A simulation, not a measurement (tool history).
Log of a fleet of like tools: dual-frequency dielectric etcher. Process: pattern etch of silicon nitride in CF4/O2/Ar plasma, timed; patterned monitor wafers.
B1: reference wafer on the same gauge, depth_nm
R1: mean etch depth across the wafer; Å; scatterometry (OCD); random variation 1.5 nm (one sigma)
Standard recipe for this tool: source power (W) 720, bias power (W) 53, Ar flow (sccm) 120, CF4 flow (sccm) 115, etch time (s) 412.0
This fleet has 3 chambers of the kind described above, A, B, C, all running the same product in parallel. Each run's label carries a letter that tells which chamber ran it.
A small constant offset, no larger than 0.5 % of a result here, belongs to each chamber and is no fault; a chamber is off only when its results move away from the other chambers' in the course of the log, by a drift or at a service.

run 1A hour=6.9 | source_power_(W)=720 bias_power_(W)=53 Ar_flow_(sccm)=120 CF4_flow_(sccm)=115 etch_time_(s)=412.0 | B1=1170.0 | R1=10926.0
run 2C hour=12.5 | source_power_(W)=720 bias_power_(W)=53 Ar_flow_(sccm)=120 CF4_flow_(sccm)=115 etch_time_(s)=412.0 | B1=1170.2 | R1=10965.0
run 3B hour=19.4 | source_power_(W)=720 bias_power_(W)=53 Ar_flow_(sccm)=120 CF4_flow_(sccm)=115 etch_time_(s)=412.0 | B1=1170.6 | R1=10908.0
run 4A hour=28.2 | source_power_(W)=720 bias_power_(W)=53 Ar_flow_(sccm)=120 CF4_flow_(sccm)=115 etch_time_(s)=412.0 | B1=1171.0 | R1=10936.0
run 5B hour=35.0 | source_power_(W)=720 bias_power_(W)=53 Ar_flow_(sccm)=120 CF4_flow_(sccm)=115 etch_time_(s)=412.0 | B1=1171.1 | R1=10946.0
run 6C hour=40.0 | source_power_(W)=720 bias_power_(W)=53 Ar_flow_(sccm)=120 CF4_flow_(sccm)=115 etch_time_(s)=412.0 | B1=1171.4 | R1=10965.0
run 7A hour=44.5 | source_power_(W)=720 bias_power_(W)=53 Ar_flow_(sccm)=120 CF4_flow_(sccm)=115 etch_time_(s)=412.0 | B1=1171.2 | R1=10957.0
run 8C hour=48.6 | source_power_(W)=720 bias_power_(W)=53 Ar_flow_(sccm)=120 CF4_flow_(sccm)=115 etch_time_(s)=412.0 | B1=1171.1 | R1=10926.0
run 9B hour=53.5 | source_power_(W)=720 bias_power_(W)=53 Ar_flow_(sccm)=120 CF4_flow_(sccm)=115 etch_time_(s)=412.0 | B1=1171.5 | R1=10950.0
run 10C hour=61.6 | source_power_(W)=720 bias_power_(W)=53 Ar_flow_(sccm)=120 CF4_flow_(sccm)=115 etch_time_(s)=412.0 | B1=1171.8 | R1=10968.0
run 11A hour=66.3 | source_power_(W)=720 bias_power_(W)=53 Ar_flow_(sccm)=120 CF4_flow_(sccm)=115 etch_time_(s)=412.0 | B1=1171.6 | R1=10966.0
run 12B hour=73.7 | source_power_(W)=720 bias_power_(W)=53 Ar_flow_(sccm)=120 CF4_flow_(sccm)=115 etch_time_(s)=412.0 | B1=1171.5 | R1=10943.0
run 13C hour=83.0 | source_power_(W)=720 bias_power_(W)=53 Ar_flow_(sccm)=120 CF4_flow_(sccm)=115 etch_time_(s)=412.0 | B1=1172.1 | R1=10966.0
run 14A hour=91.4 | source_power_(W)=640 bias_power_(W)=53 Ar_flow_(sccm)=99 CF4_flow_(sccm)=115 etch_time_(s)=412.0 | B1=1172.9 | R1=10135.0
run 15B hour=99.8 | source_power_(W)=640 bias_power_(W)=53 Ar_flow_(sccm)=99 CF4_flow_(sccm)=115 etch_time_(s)=412.0 | B1=1173.1 | R1=10122.0
run 16A hour=108.1 | source_power_(W)=640 bias_power_(W)=53 Ar_flow_(sccm)=99 CF4_flow_(sccm)=115 etch_time_(s)=412.0 | B1=1173.2 | R1=10145.0
run 17B hour=113.8 | source_power_(W)=720 bias_power_(W)=53 Ar_flow_(sccm)=120 CF4_flow_(sccm)=115 etch_time_(s)=412.0 | B1=1173.2 | R1=10959.0
run 18C hour=122.5 | source_power_(W)=720 bias_power_(W)=53 Ar_flow_(sccm)=120 CF4_flow_(sccm)=115 etch_time_(s)=412.0 | B1=1173.7 | R1=10988.0
run 19A hour=131.2 | source_power_(W)=720 bias_power_(W)=53 Ar_flow_(sccm)=120 CF4_flow_(sccm)=115 etch_time_(s)=412.0 | B1=1173.8 | R1=10970.0
run 20B hour=140.0 | source_power_(W)=720 bias_power_(W)=53 Ar_flow_(sccm)=120 CF4_flow_(sccm)=115 etch_time_(s)=412.0 | B1=1174.4 | R1=10963.0
run 21C hour=145.2 | source_power_(W)=720 bias_power_(W)=53 Ar_flow_(sccm)=120 CF4_flow_(sccm)=115 etch_time_(s)=412.0 | B1=1174.1 | R1=11019.0
run 22C hour=154.1 | source_power_(W)=720 bias_power_(W)=53 Ar_flow_(sccm)=120 CF4_flow_(sccm)=115 etch_time_(s)=412.0 | B1=1174.8 | R1=10970.0
run 23B hour=162.6 | source_power_(W)=720 bias_power_(W)=53 Ar_flow_(sccm)=120 CF4_flow_(sccm)=115 etch_time_(s)=412.0 | B1=1174.6 | R1=10964.0
run 24A hour=168.3 | source_power_(W)=720 bias_power_(W)=53 Ar_flow_(sccm)=130 CF4_flow_(sccm)=115 etch_time_(s)=348.5 | B1=1174.9 | R1=9176.5
run 25A hour=177.0 | source_power_(W)=720 bias_power_(W)=53 Ar_flow_(sccm)=130 CF4_flow_(sccm)=115 etch_time_(s)=348.5 | B1=1175.2 | R1=9204.1
run 26C hour=185.0 | source_power_(W)=720 bias_power_(W)=53 Ar_flow_(sccm)=130 CF4_flow_(sccm)=115 etch_time_(s)=348.5 | B1=1175.7 | R1=9222.7
run 27B hour=189.8 | source_power_(W)=720 bias_power_(W)=53 Ar_flow_(sccm)=120 CF4_flow_(sccm)=115 etch_time_(s)=412.0 | B1=1175.8 | R1=10993.0
run 28B hour=198.1 | source_power_(W)=720 bias_power_(W)=53 Ar_flow_(sccm)=120 CF4_flow_(sccm)=115 etch_time_(s)=412.0 | B1=1176.3 | R1=10999.0
run 29C hour=207.2 | source_power_(W)=720 bias_power_(W)=59 Ar_flow_(sccm)=120 CF4_flow_(sccm)=115 etch_time_(s)=412.0 | B1=1176.3 | R1=11474.0
run 30A hour=211.4 | source_power_(W)=720 bias_power_(W)=59 Ar_flow_(sccm)=120 CF4_flow_(sccm)=115 etch_time_(s)=412.0 | B1=1176.6 | R1=11437.0
run 31A hour=219.5 | source_power_(W)=720 bias_power_(W)=59 Ar_flow_(sccm)=120 CF4_flow_(sccm)=115 etch_time_(s)=412.0 | B1=1176.2 | R1=11446.0

Decide between three cases: one chamber stands off from its peers, the gauge reading all wafers drifts, or nothing is wrong past each chamber's small offset. Where a chamber is off, say which and what most likely put it there.

The gauge drifts, so all chambers seem to drift together. No chamber is off.
What lies behind it: gauge reads high (%) = 0.571.

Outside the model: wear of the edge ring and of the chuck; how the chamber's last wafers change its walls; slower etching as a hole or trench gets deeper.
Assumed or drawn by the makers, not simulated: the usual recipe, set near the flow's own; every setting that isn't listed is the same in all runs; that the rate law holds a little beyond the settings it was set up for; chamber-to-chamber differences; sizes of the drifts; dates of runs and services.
